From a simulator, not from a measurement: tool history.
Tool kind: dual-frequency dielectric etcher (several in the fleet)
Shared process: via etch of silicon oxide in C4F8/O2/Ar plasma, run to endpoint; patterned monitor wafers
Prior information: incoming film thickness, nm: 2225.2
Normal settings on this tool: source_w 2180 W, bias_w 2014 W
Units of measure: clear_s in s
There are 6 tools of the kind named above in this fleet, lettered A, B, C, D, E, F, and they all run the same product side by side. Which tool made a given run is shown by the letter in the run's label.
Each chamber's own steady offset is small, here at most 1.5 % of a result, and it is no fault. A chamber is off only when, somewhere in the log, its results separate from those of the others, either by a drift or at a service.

Run 1B, day 0.358: usual settings. Result: clear_s 426.66 s.
Run 2D, day 0.700: usual settings. Result: clear_s 425.18 s.
Run 3F, day 1.112: usual settings. Result: clear_s 425.22 s.
Run 4C, day 1.562: usual settings. Result: clear_s 422.29 s.
Run 5E, day 1.854: usual settings. Result: clear_s 426.97 s.
At day 1.933: chamber F: wet clean of the chamber.
Run 6A, day 2.104: usual settings. Result: clear_s 418.26 s.
Run 7D, day 2.533: usual settings but bias_w 1712 W. Result: clear_s 439.69 s.
Run 8F, day 2.933: usual settings but bias_w 1712 W. Result: clear_s 449.74 s.
Run 9B, day 3.212: usual settings but bias_w 1712 W. Result: clear_s 445.32 s.
Run 10C, day 3.671: usual settings but bias_w 1712 W. Result: clear_s 439.36 s.
At day 3.896: chamber B: wet clean of the chamber.
Run 11E, day 4.029: usual settings but bias_w 1712 W. Result: clear_s 447.98 s.
Run 12A, day 4.283: usual settings but bias_w 1712 W. Result: clear_s 442.38 s.
Run 13C, day 4.754: usual settings. Result: clear_s 426.21 s.
Run 14B, day 5.029: usual settings. Result: clear_s 427.35 s.
Run 15D, day 5.262: usual settings. Result: clear_s 416.18 s.
Run 16A, day 5.483: usual settings. Result: clear_s 422.39 s.
Run 17E, day 5.967: usual settings. Result: clear_s 429.36 s.
Run 18F, day 6.467: usual settings. Result: clear_s 421.08 s.
Run 19D, day 6.750: usual settings. Result: clear_s 425.35 s.
Run 20A, day 7.112: usual settings. Result: clear_s 421.34 s.
Run 21E, day 7.550: usual settings. Result: clear_s 430.97 s.
Run 22F, day 7.983: usual settings but source_w 1920 W. Result: clear_s 449.48 s.
Run 23B, day 8.442: usual settings but source_w 1920 W. Result: clear_s 445.76 s.
Run 24C, day 8.717: usual settings but source_w 1920 W. Result: clear_s 446.29 s.
At day 8.825: chamber C: bias power generator calibrated.
Run 25A, day 8.942: usual settings but source_w 1920 W. Result: clear_s 443.41 s.
Run 26E, day 9.204: usual settings but source_w 1920 W. Result: clear_s 447.82 s.
Run 27F, day 9.517: usual settings but source_w 1920 W. Result: clear_s 449.63 s.
Run 28C, day 9.950: usual settings. Result: clear_s 424.06 s.
At day 10.075: chamber D: wet clean of the chamber.
Run 29B, day 10.438: usual settings. Result: clear_s 421.45 s.
Run 30D, day 10.675: usual settings but bias_w 1841 W. Result: clear_s 435.08 s.
Run 31A, day 11.025: usual settings but bias_w 1841 W. Result: clear_s 437.12 s.
Run 32C, day 11.262: usual settings but bias_w 1841 W. Result: clear_s 429.45 s.
Run 33E, day 11.496: usual settings but bias_w 1841 W. Result: clear_s 442.42 s.
Run 34D, day 11.717: usual settings but bias_w 1841 W. Result: clear_s 429.41 s.
Run 35F, day 12.200: usual settings but bias_w 1841 W. Result: clear_s 435.71 s.
Run 36B, day 12.671: usual settings. Result: clear_s 427.53 s.
Run 37C, day 12.954: usual settings. Result: clear_s 422.88 s.
Run 38F, day 13.367: usual settings. Result: clear_s 423.56 s.

Predict what each chamber gives when all 6 of them run the settings below next.
Run 39A, day 13.733: usual settings but source_w 2440 W. Result: clear_s ?.
Run 39B, day 13.733: usual settings but source_w 2440 W. Result: clear_s ?.
Run 39C, day 13.733: usual settings but source_w 2440 W. Result: clear_s ?.
Run 39D, day 13.733: usual settings but source_w 2440 W. Result: clear_s ?.
Run 39E, day 13.733: usual settings but source_w 2440 W. Result: clear_s ?.
Run 39F, day 13.733: usual settings but source_w 2440 W. Result: clear_s ?.

run  clear_s
39A   408.33
39B   405.87
39C   408.18
39D   399.79
39E   410.67
39F   408.60
